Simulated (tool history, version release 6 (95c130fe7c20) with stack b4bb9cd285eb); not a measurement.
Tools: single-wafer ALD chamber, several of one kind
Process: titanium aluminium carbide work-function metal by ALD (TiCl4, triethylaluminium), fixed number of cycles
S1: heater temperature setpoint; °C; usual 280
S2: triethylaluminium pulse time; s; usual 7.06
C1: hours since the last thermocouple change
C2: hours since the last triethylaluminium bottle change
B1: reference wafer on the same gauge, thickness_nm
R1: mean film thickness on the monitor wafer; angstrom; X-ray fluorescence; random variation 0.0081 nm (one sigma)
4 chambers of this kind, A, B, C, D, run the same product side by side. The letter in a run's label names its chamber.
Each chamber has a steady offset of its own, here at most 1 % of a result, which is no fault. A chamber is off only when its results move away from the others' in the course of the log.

Run 1C, hour 3.0: usual settings; C1 906.6; C2 221.2; B1 2.0428. Result: R1 17.248 angstrom.
Run 2B, hour 5.5: usual settings; C1 780.4; C2 786.2; B1 2.0418. Result: R1 17.064 angstrom.
Run 3A, hour 9.4: usual settings; C1 536.8; C2 535.0; B1 2.0394. Result: R1 17.169 angstrom.
Run 4D, hour 11.6: usual settings; C1 1031.1; C2 796.7; B1 2.0406. Result: R1 17.280 angstrom.
Run 5B, hour 14.8: usual settings; C1 789.7; C2 795.5; B1 2.0382. Result: R1 17.042 angstrom.
Run 6D, hour 19.2: usual settings; C1 1038.7; C2 804.3; B1 2.0402. Result: R1 17.221 angstrom.
Run 7A, hour 22.3: usual settings but S1 291 °C, S2 5.68 s; C1 549.7; C2 547.9; B1 2.0390. Result: R1 17.181 angstrom.
Run 8C, hour 24.3: usual settings but S1 291 °C, S2 5.68 s; C1 927.9; C2 242.5; B1 2.0392. Result: R1 17.084 angstrom.
Run 9D, hour 27.2: usual settings but S1 291 °C, S2 5.68 s; C1 1046.7; C2 812.3; B1 2.0399. Result: R1 17.041 angstrom.
Run 10A, hour 29.8: usual settings but S1 291 °C, S2 5.68 s; C1 557.2; C2 555.4; B1 2.0404. Result: R1 17.055 angstrom.
Run 11B, hour 33.0: usual settings; C1 807.9; C2 813.7; B1 2.0402. Result: R1 17.024 angstrom.
Run 12C, hour 37.3: usual settings; C1 940.9; C2 255.5; B1 2.0387. Result: R1 17.094 angstrom.
Run 13C, hour 40.9: usual settings; C1 944.5; C2 259.1; B1 2.0383. Result: R1 17.125 angstrom.
Run 14D, hour 45.4: usual settings but S1 271 °C, S2 4.47 s; C1 1064.9; C2 830.5; B1 2.0402. Result: R1 14.241 angstrom.
Run 15A, hour 49.7: usual settings but S1 271 °C, S2 4.47 s; C1 577.1; C2 575.3; B1 2.0415. Result: R1 14.076 angstrom.
Run 16B, hour 54.1: usual settings but S1 271 °C, S2 4.47 s; C1 829.0; C2 834.8; B1 2.0403. Result: R1 14.055 angstrom.
Run 17B, hour 58.1: usual settings but S1 271 °C, S2 4.47 s; C1 833.0; C2 838.8; B1 2.0389. Result: R1 13.918 angstrom.
Run 18C, hour 62.0: usual settings; C1 965.6; C2 280.2; B1 2.0414. Result: R1 17.173 angstrom.
Run 19A, hour 64.8: usual settings; C1 592.2; C2 590.4; B1 2.0406. Result: R1 17.107 angstrom.
Run 20D, hour 68.9: usual settings; C1 1088.4; C2 854.0; B1 2.0366. Result: R1 17.133 angstrom.
Run 21A, hour 73.2: usual settings; C1 600.6; C2 598.8; B1 2.0385. Result: R1 16.999 angstrom.
Run 22D, hour 77.7: usual settings; C1 1097.2; C2 862.8; B1 2.0402. Result: R1 17.085 angstrom.
Run 23B, hour 81.1: usual settings; C1 856.0; C2 861.8; B1 2.0402. Result: R1 17.103 angstrom.
Run 24C, hour 85.4: usual settings; C1 989.0; C2 303.6; B1 2.0386. Result: R1 17.163 angstrom.

Is one chamber off against the others, does the gauge drift, or is nothing wrong? If a chamber is off, say which, and what the likeliest cause is.

Chamber A drifts away from the others.
Cause: triethylaluminium dose below that of a fresh bottle (%) = 11.1.
The log may not tell that from: wafer temperature below the value expected at the setpoint (K).

Here are 4 candidates for chamber A's next run, each the usual settings with a change, their results left as question marks. Which one brings its results back in line with what the others give on the usual settings?
In line means no further than this from the other chambers' mean on the usual settings: R1 0.280 angstrom
Run 25A-1, hour 88.7: usual settings but S1 283 °C, S2 7.96 s. Result: R1 ?.
Run 25A-2, hour 88.7: usual settings but S1 281 °C, S2 7.44 s. Result: R1 ?.
Run 25A-3, hour 88.7: usual settings but S1 277 °C, S2 6.28 s. Result: R1 ?.
Run 25A-4, hour 88.7: usual settings but S2 6.54 s. Result: R1 ?.

The other chambers' mean on the usual settings: R1 17.141 angstrom
  run      R1
25A-1  17.564
25A-2  17.108
25A-3  15.951
25A-4  16.398
25A-2 brings the chamber back in line.
